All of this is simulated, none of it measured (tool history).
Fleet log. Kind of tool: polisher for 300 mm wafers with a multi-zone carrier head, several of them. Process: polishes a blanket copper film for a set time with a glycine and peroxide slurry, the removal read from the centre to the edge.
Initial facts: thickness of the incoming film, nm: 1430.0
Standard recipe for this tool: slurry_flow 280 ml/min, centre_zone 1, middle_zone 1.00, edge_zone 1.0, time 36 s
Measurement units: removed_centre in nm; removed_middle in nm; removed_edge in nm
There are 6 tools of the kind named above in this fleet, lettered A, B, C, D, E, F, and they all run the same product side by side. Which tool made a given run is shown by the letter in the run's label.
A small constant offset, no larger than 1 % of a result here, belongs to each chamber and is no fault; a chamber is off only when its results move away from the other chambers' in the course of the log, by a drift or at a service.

run,day,slurry_flow,centre_zone,middle_zone,edge_zone,time,removed_centre,removed_middle,removed_edge
# day 0.167: chamber C: worn pad replaced by a new one
1C,0.288,280,1,1.00,1.0,36,243.35,240.72,243.66
2F,0.475,280,1,1.00,1.0,36,243.43,241.52,238.97
3A,0.767,280,1,1.00,1.0,36,242.58,242.63,241.79
4B,1.000,280,1,1.00,1.0,36,240.99,238.35,245.06
# day 1.062: chamber A: worn pad replaced by a new one
5D,1.304,280,1,1.00,1.0,36,233.09,242.61,235.37
6E,1.446,280,1,1.00,1.0,36,239.21,240.07,245.38
7E,1.750,280,1,1.00,1.0,36,242.25,239.77,246.50
# day 1.825: chamber B: worn pad replaced by a new one
# day 1.854: chamber E: worn pad replaced by a new one
# day 1.942: chamber F: slurry nozzle cleaned
8D,1.988,280,1,1.00,1.0,36,238.17,240.71,241.37
# day 2.033: chamber D: worn pad replaced by a new one
9F,2.233,280,1,1.08,1.0,36,240.82,255.75,236.88
10A,2.388,280,1,1.08,1.0,36,244.12,260.87,242.56
11C,2.692,280,1,1.08,1.0,36,242.01,260.48,240.60
12B,2.892,280,1,1.08,1.0,36,238.93,258.47,235.56
# day 2.988: chamber C: worn pad replaced by a new one
13C,3.162,280,1,1.08,1.0,36,247.24,259.08,241.36
# day 3.192: chamber A: worn pad replaced by a new one
14A,3.325,280,1,1.08,1.0,36,242.32,257.32,244.20
15D,3.479,280,1,1.00,1.1,36,241.06,239.87,250.77
# day 3.558: chamber C: slurry nozzle cleaned
16E,3.650,280,1,1.00,1.1,36,241.70,242.35,252.20
17F,3.958,280,1,1.00,1.1,36,234.29,241.50,258.70
# day 3.996: chamber F: worn pad replaced by a new one
# day 4.171: chamber B: worn pad replaced by a new one
18B,4.225,280,1,1.00,1.1,36,239.99,240.09,248.84
19D,4.529,280,1,1.00,1.1,36,241.76,238.43,247.09
20F,4.817,280,1,1.00,1.1,36,239.43,243.80,250.17
21B,4.975,280,1,1.00,1.0,36,239.16,241.94,238.47
22C,5.246,280,1,1.00,1.0,36,241.32,240.79,243.21
# day 5.404: chamber A: worn pad replaced by a new one
# day 5.425: chamber E: worn pad replaced by a new one
23A,5.425,280,1,1.00,1.0,36,244.75,243.43,239.77
24E,5.721,195,1,1.09,1.0,36,227.59,248.58,229.78
# day 5.879: chamber D: worn pad replaced by a new one
25B,5.979,195,1,1.09,1.0,36,230.02,248.31,231.45
# day 5.992: chamber C: worn pad replaced by a new one
26E,6.138,195,1,1.09,1.0,36,225.19,243.03,235.44
27A,6.379,195,1,1.09,1.0,36,232.04,252.22,235.17
# day 6.567: chamber B: centre zone pressure recalibrated
28F,6.658,195,1,1.09,1.0,36,229.63,249.56,229.84
# day 6.717: chamber B: worn pad replaced by a new one
29D,6.917,195,1,1.09,1.0,36,229.91,248.32,235.93
30C,7.167,280,1,1.00,1.0,36,241.71,241.08,237.21
31B,7.367,245,1,0.89,1.0,36,233.35,212.30,240.00
32A,7.533,245,1,0.89,1.0,36,236.07,213.72,234.05
# day 7.617: chamber A: worn pad replaced by a new one
33E,7.783,245,1,0.89,1.0,36,228.47,213.12,242.50
# day 7.792: chamber A: slurry nozzle cleaned
# day 8.004: chamber F: edge zone pressure recalibrated
34F,8.008,245,1,0.89,1.0,36,244.90,211.92,235.77
35C,8.175,245,1,0.89,1.0,36,242.76,211.55,240.21
36D,8.421,245,1,0.89,1.0,36,237.46,212.62,240.11
# day 8.550: chamber E: edge zone pressure recalibrated
37F,8.675,280,1,1.00,1.0,36,238.97,242.63,238.47
# day 8.692: chamber E: worn pad replaced by a new one
# day 8.942: chamber C: worn pad replaced by a new one
38D,8.979,280,1,1.00,1.0,36,241.61,240.80,239.15
# day 8.983: chamber B: worn pad replaced by a new one
39B,9.175,280,1,1.00,1.0,36,241.42,238.72,238.26
# day 9.204: chamber A: edge zone pressure recalibrated
40C,9.458,280,1,1.00,1.0,36,244.40,241.48,235.50
41E,9.762,280,1,1.00,1.0,36,240.52,237.34,241.96
# day 10.012: chamber A: worn pad replaced by a new one
42A,10.017,280,1,1.00,1.0,36,241.07,241.27,242.10

Each of the 6 chambers runs these same settings next. Fill in every chamber's results:
43A,10.238,280,1,1.00,1.0,25,?,?,?
43B,10.238,280,1,1.00,1.0,25,?,?,?
43C,10.238,280,1,1.00,1.0,25,?,?,?
43D,10.238,280,1,1.00,1.0,25,?,?,?
43E,10.238,280,1,1.00,1.0,25,?,?,?
43F,10.238,280,1,1.00,1.0,25,?,?,?

run,removed_centre,removed_middle,removed_edge
43A,168.40,167.64,169.51
43B,165.75,163.86,167.23
43C,169.40,167.62,165.89
43D,166.00,166.47,168.59
43E,165.87,167.62,168.51
43F,167.83,167.20,162.66

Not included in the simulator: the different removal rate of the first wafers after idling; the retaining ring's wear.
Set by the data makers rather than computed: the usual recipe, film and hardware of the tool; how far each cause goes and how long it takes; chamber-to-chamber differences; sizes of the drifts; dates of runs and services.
